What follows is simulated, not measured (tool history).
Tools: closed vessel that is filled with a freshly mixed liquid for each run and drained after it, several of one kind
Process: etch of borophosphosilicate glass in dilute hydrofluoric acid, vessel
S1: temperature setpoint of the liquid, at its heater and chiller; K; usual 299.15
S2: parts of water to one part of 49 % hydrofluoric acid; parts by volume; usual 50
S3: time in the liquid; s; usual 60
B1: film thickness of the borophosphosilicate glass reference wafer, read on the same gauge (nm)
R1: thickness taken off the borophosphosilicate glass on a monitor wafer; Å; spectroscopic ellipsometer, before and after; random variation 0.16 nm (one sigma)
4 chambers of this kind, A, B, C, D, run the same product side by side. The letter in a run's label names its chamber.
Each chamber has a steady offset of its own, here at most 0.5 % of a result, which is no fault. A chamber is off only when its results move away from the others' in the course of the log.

| run | day | S1 | S2 | S3 | B1 | R1 |
|---|---|---|---|---|---|---|
| 1D | 0.325 | 299.15 | 50 | 60 | 110.04 | 478.35 |
| 2B | 0.575 | 299.15 | 50 | 60 | 110 | 484.56 |
| 3C | 0.871 | 299.15 | 50 | 60 | 110.01 | 478.45 |
| 4A | 1.183 | 299.15 | 50 | 60 | 110.02 | 485.4 |
| 5C | 1.383 | 299.15 | 50 | 60 | 109.99 | 481.09 |
| 6B | 1.721 | 299.15 | 60 | 85 | 109.99 | 562.06 |
| 7A | 1.9 | 299.15 | 60 | 85 | 109.97 | 562.49 |
| 8D | 2.112 | 299.15 | 60 | 85 | 110 | 557.95 |
| 9A | 2.467 | 299.15 | 60 | 85 | 110.02 | 565.8 |
| 10C | 2.846 | 299.15 | 50 | 60 | 109.98 | 484.17 |
| 11B | 3.221 | 304.15 | 50 | 85 | 109.98 | 839.78 |
| 12D | 3.404 | 304.15 | 50 | 85 | 110.01 | 835.64 |
| 13A | 3.675 | 304.15 | 50 | 85 | 110.03 | 831.26 |
| 14B | 4.05 | 304.15 | 50 | 85 | 110.01 | 841.36 |
| 15D | 4.358 | 299.15 | 50 | 60 | 110 | 481.25 |
| 16C | 4.612 | 299.15 | 50 | 60 | 110.01 | 483.03 |
|  | 4.725 | chamber D: hydrofluoric acid flow meter replaced |
| 17D | 4.792 | 299.15 | 50 | 60 | 109.98 | 482.27 |
| 18A | 5.154 | 299.15 | 50 | 60 | 110 | 475.8 |
|  | 5.338 | chamber C: thermometer replaced |
| 19B | 5.538 | 299.15 | 50 | 60 | 109.99 | 484.35 |
| 20C | 5.925 | 299.15 | 50 | 60 | 110 | 485.91 |
| 21D | 6.267 | 299.15 | 50 | 60 | 110.01 | 481.77 |
| 22B | 6.508 | 299.15 | 50 | 60 | 110.01 | 486.18 |
| 23C | 6.704 | 299.15 | 50 | 60 | 110 | 484.51 |
| 24A | 7.054 | 299.15 | 50 | 60 | 110 | 470.72 |
| 25A | 7.317 | 299.15 | 50 | 60 | 109.98 | 471.42 |
| 26B | 7.517 | 299.15 | 50 | 60 | 109.99 | 483.44 |
| 27C | 7.867 | 299.15 | 50 | 60 | 110 | 481.96 |
| 28D | 8.188 | 299.15 | 50 | 60 | 109.99 | 481.52 |
| 29C | 8.446 | 299.15 | 50 | 60 | 110 | 485.89 |

What goes on in this fleet: one chamber off, a drifting gauge, or nothing beyond the chambers' own small offsets? Name the chamber and the cause, if any.

Chamber A drifts away from the others.
Cause: hydrofluoric acid flow below the setpoint (%) = 3.54.
The log may not tell that from: liquid colder than its thermometer reads (K).

Here are 4 candidates for chamber A's next run, each the usual settings with a change, their results left as question marks. Which one brings its results back in line with what the others give on the usual settings?
In line means no further than this from the other chambers' mean on the usual settings: R1 5.7 Å
| 30A-1 | 8.738 | 298.65 | 50 | 60 |  | ? |
| 30A-2 | 8.738 | 298.15 | 50 | 60 |  | ? |
| 30A-3 | 8.738 | 300.15 | 50 | 60 |  | ? |
| 30A-4 | 8.738 | 299.65 | 50 | 60 |  | ? |

The other chambers' mean on the usual settings: R1 483.65 Å
| run | R1 |
|---|---|
| 30A-1 | 457.08 |
| 30A-2 | 448.05 |
| 30A-3 | 485.23 |
| 30A-4 | 475.57 |
30A-3 brings the chamber back in line.

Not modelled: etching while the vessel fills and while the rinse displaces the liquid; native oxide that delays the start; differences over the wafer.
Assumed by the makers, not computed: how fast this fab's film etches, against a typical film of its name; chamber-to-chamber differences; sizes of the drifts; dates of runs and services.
